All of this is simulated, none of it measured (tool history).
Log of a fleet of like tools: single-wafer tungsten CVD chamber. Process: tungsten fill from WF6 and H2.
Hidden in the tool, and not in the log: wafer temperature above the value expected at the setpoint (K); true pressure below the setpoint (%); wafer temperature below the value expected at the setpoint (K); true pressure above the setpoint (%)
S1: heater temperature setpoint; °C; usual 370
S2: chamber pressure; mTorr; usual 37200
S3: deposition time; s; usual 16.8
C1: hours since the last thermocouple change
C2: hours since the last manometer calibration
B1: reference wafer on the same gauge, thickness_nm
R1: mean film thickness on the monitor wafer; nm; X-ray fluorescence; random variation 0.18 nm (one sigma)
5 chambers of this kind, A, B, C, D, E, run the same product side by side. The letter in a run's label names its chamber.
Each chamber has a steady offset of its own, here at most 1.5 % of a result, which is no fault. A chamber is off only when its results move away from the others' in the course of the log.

run,hour,S1,S2,S3,C1,C2,B1,R1
1D,7.9,370,37200,16.8,906.0,1451.9,25.701,29.531
2C,19.9,370,37200,16.8,884.3,948.1,25.661,29.370
3A,30.9,370,37200,16.8,776.7,372.0,25.711,29.935
4B,45.4,370,37200,16.8,869.7,1959.5,25.665,30.075
5E,61.5,370,37200,16.8,560.9,1665.7,25.673,29.765
6A,74.3,370,37200,16.8,820.1,415.4,25.659,29.666
7E,89.8,370,37200,16.8,589.2,1694.0,25.733,29.686
8B,100.3,370,37200,16.8,924.6,2014.4,25.675,29.940
9D,111.0,370,37200,13.7,1009.1,1555.0,25.714,24.146
10C,126.4,370,37200,13.7,990.8,1054.6,25.709,23.936
11A,142.4,370,37200,13.7,888.2,483.5,25.718,24.491
12D,152.0,370,37200,13.7,1050.1,1596.0,25.691,24.345
13B,162.0,370,37200,13.7,986.3,2076.1,25.703,24.115
14E,172.4,370,37200,16.8,671.8,1776.6,25.735,29.863
15C,188.5,370,37200,16.8,1052.9,1116.7,25.651,29.498
16A,197.4,370,37200,16.8,943.2,538.5,25.712,29.725
17C,209.4,370,37200,16.8,1073.8,1137.6,25.701,29.426
18B,218.2,370,37200,16.8,1042.5,2132.3,25.675,30.059
19D,226.3,370,37200,16.8,1124.4,1670.3,25.688,29.257
20E,235.1,370,37200,16.8,734.5,1839.3,25.703,29.604
21D,246.2,370,37200,16.8,1144.3,1690.2,25.689,29.451
22B,258.0,370,37200,16.8,1082.3,2172.1,25.697,29.924
# hour 269.7: chamber A: thermocouple changed; heater temperature recalibrated
23A,272.7,370,37200,16.8,3.1,613.8,25.733,29.904
24C,286.2,370,37200,16.8,1150.6,1214.4,25.698,29.554
# hour 289.5: chamber D: capacitance manometer re-zeroed and calibrated
25E,299.4,361,37200,15.2,798.8,1903.6,25.706,22.338
# hour 306.6: chamber B: thermocouple changed; heater temperature recalibrated
26A,313.2,361,37200,15.2,43.6,654.3,25.686,22.376
27B,327.1,361,37200,15.2,20.5,2241.2,25.692,20.820
28C,338.0,361,37200,15.2,1202.4,1266.2,25.702,21.928
29D,346.5,361,37200,15.2,1244.6,57.0,25.709,22.231
# hour 351.3: chamber D: thermocouple changed; heater temperature recalibrated
30E,360.7,370,37200,16.8,860.1,1964.9,25.711,29.805
31C,374.7,370,37200,16.8,1239.1,1302.9,25.697,29.621
32D,384.7,370,37200,16.8,33.4,95.2,25.681,29.460
33B,394.2,370,37200,17.9,87.6,2308.3,25.661,29.870
34E,405.3,370,37200,17.9,904.7,2009.5,25.691,31.697
35A,416.8,370,37200,17.9,147.2,757.9,25.747,31.585
36C,429.5,370,37200,17.9,1293.9,1357.7,25.707,31.432
37E,436.5,370,37200,17.9,935.9,2040.7,25.713,31.696
38D,450.9,370,37200,16.8,99.6,161.4,25.741,29.809
39B,463.4,370,37200,16.8,156.8,2377.5,25.693,28.264
40A,476.5,370,37200,16.8,206.9,817.6,25.672,29.795
41B,490.2,370,37200,19.9,183.6,2404.3,25.731,33.420
42A,500.1,370,37200,19.9,230.5,841.2,25.718,35.284
43E,513.0,370,37200,19.9,1012.4,2117.2,25.681,35.403

Next, every chamber runs the same settings. What will each give?
44A,524.5,370,37200,16.8,,,,?
44B,524.5,370,37200,16.8,,,,?
44C,524.5,370,37200,16.8,,,,?
44D,524.5,370,37200,16.8,,,,?
44E,524.5,370,37200,16.8,,,,?

run,R1
44A,29.571
44B,28.098
44C,29.217
44D,29.611
44E,29.862

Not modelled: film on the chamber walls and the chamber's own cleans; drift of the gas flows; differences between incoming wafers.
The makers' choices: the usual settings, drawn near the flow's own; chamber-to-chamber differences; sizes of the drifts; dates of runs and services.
